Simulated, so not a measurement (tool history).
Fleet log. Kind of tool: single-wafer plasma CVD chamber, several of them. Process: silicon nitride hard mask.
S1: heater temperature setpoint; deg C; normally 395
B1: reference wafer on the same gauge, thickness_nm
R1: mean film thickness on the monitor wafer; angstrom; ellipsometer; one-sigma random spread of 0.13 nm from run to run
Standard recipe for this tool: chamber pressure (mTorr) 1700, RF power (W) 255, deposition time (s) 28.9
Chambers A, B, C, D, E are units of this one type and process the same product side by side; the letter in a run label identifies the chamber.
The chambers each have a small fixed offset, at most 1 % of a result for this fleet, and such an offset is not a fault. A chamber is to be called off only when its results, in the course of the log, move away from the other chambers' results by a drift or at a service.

Run 1E, hour 10.7: usual settings; B1 33.614. Result: R1 305.22 angstrom.
Run 2A, hour 17.4: usual settings; B1 33.546. Result: R1 301.68 angstrom.
Run 3D, hour 24.8: usual settings; B1 33.599. Result: R1 303.49 angstrom.
Run 4C, hour 29.6: usual settings; B1 33.568. Result: R1 305.57 angstrom.
Run 5B, hour 37.3: usual settings; B1 33.601. Result: R1 301.99 angstrom.
Run 6A, hour 43.7: usual settings; B1 33.538. Result: R1 303.00 angstrom.
Run 7C, hour 48.9: usual settings; B1 33.581. Result: R1 304.71 angstrom.
Run 8D, hour 54.5: usual settings; B1 33.571. Result: R1 304.14 angstrom.
Run 9E, hour 64.2: usual settings; B1 33.589. Result: R1 305.01 angstrom.
Run 10B, hour 72.9: usual settings; B1 33.620. Result: R1 299.31 angstrom.
Run 11E, hour 81.8: usual settings; B1 33.586. Result: R1 307.34 angstrom.
Run 12B, hour 87.8: usual settings; B1 33.626. Result: R1 296.84 angstrom.
Run 13C, hour 94.2: usual settings; B1 33.593. Result: R1 305.22 angstrom.
Run 14D, hour 99.9: usual settings; B1 33.560. Result: R1 304.01 angstrom.
At hour 102.7: chamber C: RF generator calibrated.
Run 15A, hour 104.7: usual settings; B1 33.563. Result: R1 303.16 angstrom.
Run 16A, hour 111.4: usual settings but RF power (W) 230, deposition time (s) 32.6; B1 33.635. Result: R1 317.21 angstrom.
Run 17B, hour 118.1: usual settings but RF power (W) 230, deposition time (s) 32.6; B1 33.581. Result: R1 308.48 angstrom.
Run 18E, hour 125.0: usual settings but RF power (W) 230, deposition time (s) 32.6; B1 33.593. Result: R1 319.21 angstrom.
Run 19C, hour 135.8: usual settings but RF power (W) 230, deposition time (s) 32.6; B1 33.570. Result: R1 320.51 angstrom.
Run 20D, hour 142.8: usual settings but RF power (W) 230, deposition time (s) 32.6; B1 33.591. Result: R1 317.87 angstrom.
Run 21C, hour 153.3: usual settings; B1 33.634. Result: R1 305.48 angstrom.
Run 22A, hour 160.9: usual settings; B1 33.597. Result: R1 301.62 angstrom.
Run 23D, hour 170.0: usual settings; B1 33.588. Result: R1 303.81 angstrom.
Run 24B, hour 180.3: usual settings; B1 33.579. Result: R1 291.85 angstrom.
Run 25E, hour 188.5: usual settings; B1 33.611. Result: R1 305.52 angstrom.
Run 26E, hour 196.2: usual settings; B1 33.591. Result: R1 308.44 angstrom.
Run 27D, hour 201.8: usual settings; B1 33.583. Result: R1 305.04 angstrom.
Run 28C, hour 209.4: usual settings; B1 33.598. Result: R1 306.92 angstrom.
Run 29A, hour 219.6: usual settings; B1 33.619. Result: R1 301.37 angstrom.
Run 30B, hour 228.9: usual settings; B1 33.616. Result: R1 288.63 angstrom.
Run 31C, hour 235.6: usual settings; B1 33.606. Result: R1 306.62 angstrom.
Run 32E, hour 240.4: usual settings; B1 33.641. Result: R1 304.36 angstrom.

Each of the 5 chambers runs these same settings next. Fill in every chamber's results:
Run 33A, hour 248.2: usual settings but S1 385 deg C. Result: R1 ?.
Run 33B, hour 248.2: usual settings but S1 385 deg C. Result: R1 ?.
Run 33C, hour 248.2: usual settings but S1 385 deg C. Result: R1 ?.
Run 33D, hour 248.2: usual settings but S1 385 deg C. Result: R1 ?.
Run 33E, hour 248.2: usual settings but S1 385 deg C. Result: R1 ?.

run      R1
33A  301.54
33B  289.37
33C  307.46
33D  305.19
33E  307.10

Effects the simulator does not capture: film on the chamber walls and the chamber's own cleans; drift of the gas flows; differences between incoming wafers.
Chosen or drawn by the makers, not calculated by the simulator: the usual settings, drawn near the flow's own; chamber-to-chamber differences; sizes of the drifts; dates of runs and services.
